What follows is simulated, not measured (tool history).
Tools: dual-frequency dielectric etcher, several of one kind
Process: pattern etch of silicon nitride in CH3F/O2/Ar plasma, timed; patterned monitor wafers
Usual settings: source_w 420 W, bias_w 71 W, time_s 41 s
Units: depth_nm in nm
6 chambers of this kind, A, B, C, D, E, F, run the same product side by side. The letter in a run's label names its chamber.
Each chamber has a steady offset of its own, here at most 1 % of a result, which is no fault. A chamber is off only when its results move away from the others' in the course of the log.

| run | hour | source_w | bias_w | time_s | hours since the last wet clean | hours since the last source power generator calibration | hours since the last bias power generator calibration | read-back reference wafer on the same gauge, depth_nm | depth_nm |
|---|---|---|---|---|---|---|---|---|---|
| 1A | 9.6 | 420 | 71 | 41 | 131 | 2630.6 | 2269.2 | 27.087 | 29.148 |
| 2E | 16.8 | 420 | 71 | 41 | 147.2 | 1190.3 | 363.6 | 27.083 | 28.982 |
| 3F | 26.2 | 420 | 71 | 41 | 430.5 | 386.2 | 1910.7 | 27.113 | 29.308 |
| 4B | 35.9 | 420 | 71 | 41 | 180.5 | 2703.4 | 645.9 | 27.103 | 29.29 |
| 5D | 43 | 420 | 71 | 41 | 148.4 | 1348 | 1825 | 27.093 | 29.183 |
| 6C | 52.8 | 420 | 71 | 41 | 179.2 | 3716.3 | 1752.8 | 27.114 | 29.296 |
| 7E | 63 | 420 | 71 | 41 | 193.4 | 1236.5 | 409.8 | 27.1 | 29.007 |
| 8F | 72.9 | 420 | 71 | 41 | 477.2 | 432.9 | 1957.4 | 27.092 | 29.18 |
| 9B | 80.3 | 470 | 71 | 41 | 224.9 | 2747.8 | 690.3 | 27.088 | 30.455 |
| 10D | 86 | 470 | 71 | 41 | 191.4 | 1391 | 1868 | 27.109 | 30.4 |
| 11C | 94.5 | 470 | 71 | 41 | 220.9 | 3758 | 1794.5 | 27.079 | 30.639 |
| 12A | 103.1 | 470 | 71 | 41 | 224.5 | 2724.1 | 2362.7 | 27.099 | 30.487 |
| 13E | 114.4 | 470 | 71 | 41 | 244.8 | 1287.9 | 461.2 | 27.111 | 30.328 |
| 14F | 122.2 | 470 | 71 | 41 | 526.5 | 482.2 | 2006.7 | 27.103 | 30.43 |
| 15C | 132.3 | 420 | 71 | 41 | 258.7 | 3795.8 | 1832.3 | 27.104 | 29.107 |
| 16D | 142 | 420 | 71 | 41 | 247.4 | 1447 | 1924 | 27.085 | 29.227 |
| 17A | 152.4 | 420 | 71 | 41 | 273.8 | 2773.4 | 2412 | 27.109 | 29.161 |
| 18B | 160.5 | 420 | 71 | 41 | 305.1 | 2828 | 770.5 | 27.107 | 29.245 |
| 19C | 171.4 | 420 | 71 | 41 | 297.8 | 3834.9 | 1871.4 | 27.091 | 29.332 |
|  | 178.8 | chamber F: wet clean of the chamber |
| 20A | 182.4 | 420 | 71 | 41 | 303.8 | 2803.4 | 2442 | 27.102 | 29.427 |
|  | 187.6 | chamber E: wet clean of the chamber |
| 21B | 190.9 | 420 | 71 | 41 | 335.5 | 2858.4 | 800.9 | 27.103 | 29.29 |
| 22D | 196.9 | 420 | 71 | 41 | 302.3 | 1501.9 | 1978.9 | 27.105 | 29.277 |
| 23F | 203.2 | 420 | 71 | 41 | 24.5 | 563.2 | 2087.7 | 27.106 | 29.266 |
| 24E | 209.8 | 420 | 71 | 41 | 22.2 | 1383.3 | 556.6 | 27.119 | 28.702 |
| 25A | 216.4 | 420 | 71 | 41 | 337.8 | 2837.4 | 2476 | 27.093 | 29.162 |
| 26B | 223.8 | 420 | 71 | 41 | 368.4 | 2891.3 | 833.8 | 27.112 | 29.201 |
| 27F | 231.9 | 420 | 71 | 41 | 53.2 | 591.9 | 2116.4 | 27.096 | 29.197 |
| 28D | 238.3 | 420 | 71 | 36 | 343.7 | 1543.3 | 2020.3 | 27.109 | 25.708 |
| 29E | 249 | 420 | 71 | 36 | 61.4 | 1422.5 | 595.8 | 27.118 | 25.249 |
| 30C | 254.5 | 420 | 71 | 36 | 380.9 | 3918 | 1954.5 | 27.091 | 25.73 |
| 31D | 264.1 | 420 | 71 | 36 | 369.5 | 1569.1 | 2046.1 | 27.101 | 25.724 |
| 32C | 270 | 420 | 71 | 36 | 396.4 | 3933.5 | 1970 | 27.106 | 25.689 |
| 33E | 277.3 | 420 | 71 | 36 | 89.7 | 1450.8 | 624.1 | 27.111 | 25.149 |
|  | 281.3 | chamber B: wet clean of the chamber |
| 34F | 287.8 | 420 | 71 | 41 | 109.1 | 647.8 | 2172.3 | 27.105 | 29.267 |
| 35A | 297.6 | 420 | 71 | 41 | 419 | 2918.6 | 2557.2 | 27.088 | 29.318 |
| 36B | 304.5 | 420 | 71 | 41 | 23.3 | 2972 | 914.5 | 27.106 | 29.287 |

Is one chamber off against the others, does the gauge drift, or is nothing wrong? If a chamber is off, say which, and what the likeliest cause is.

A service left chamber E off against the others.
Cause: etch rate under this chamber's usual, % = 1.53.

Here are 4 candidates for chamber E's next run, each the usual settings with a change, their results left as question marks. Which one brings its results back in line with what the others give on the usual settings?
In line means no further than this from the other chambers' mean on the usual settings: depth_nm 0.25 nm
| 37E-1 | 313.3 | 420 | 71 | 42.5 |  |  |  |  | ? |
| 37E-2 | 313.3 | 380 | 71 | 41 |  |  |  |  | ? |
| 37E-3 | 313.3 | 420 | 71 | 42 |  |  |  |  | ? |
| 37E-4 | 313.3 | 420 | 67 | 41 |  |  |  |  | ? |

The other chambers' mean on the usual settings: depth_nm 29.262 nm
| run | depth_nm |
|---|---|
| 37E-1 | 29.672 |
| 37E-2 | 27.539 |
| 37E-3 | 29.323 |
| 37E-4 | 28.06 |
37E-3 brings the chamber back in line.
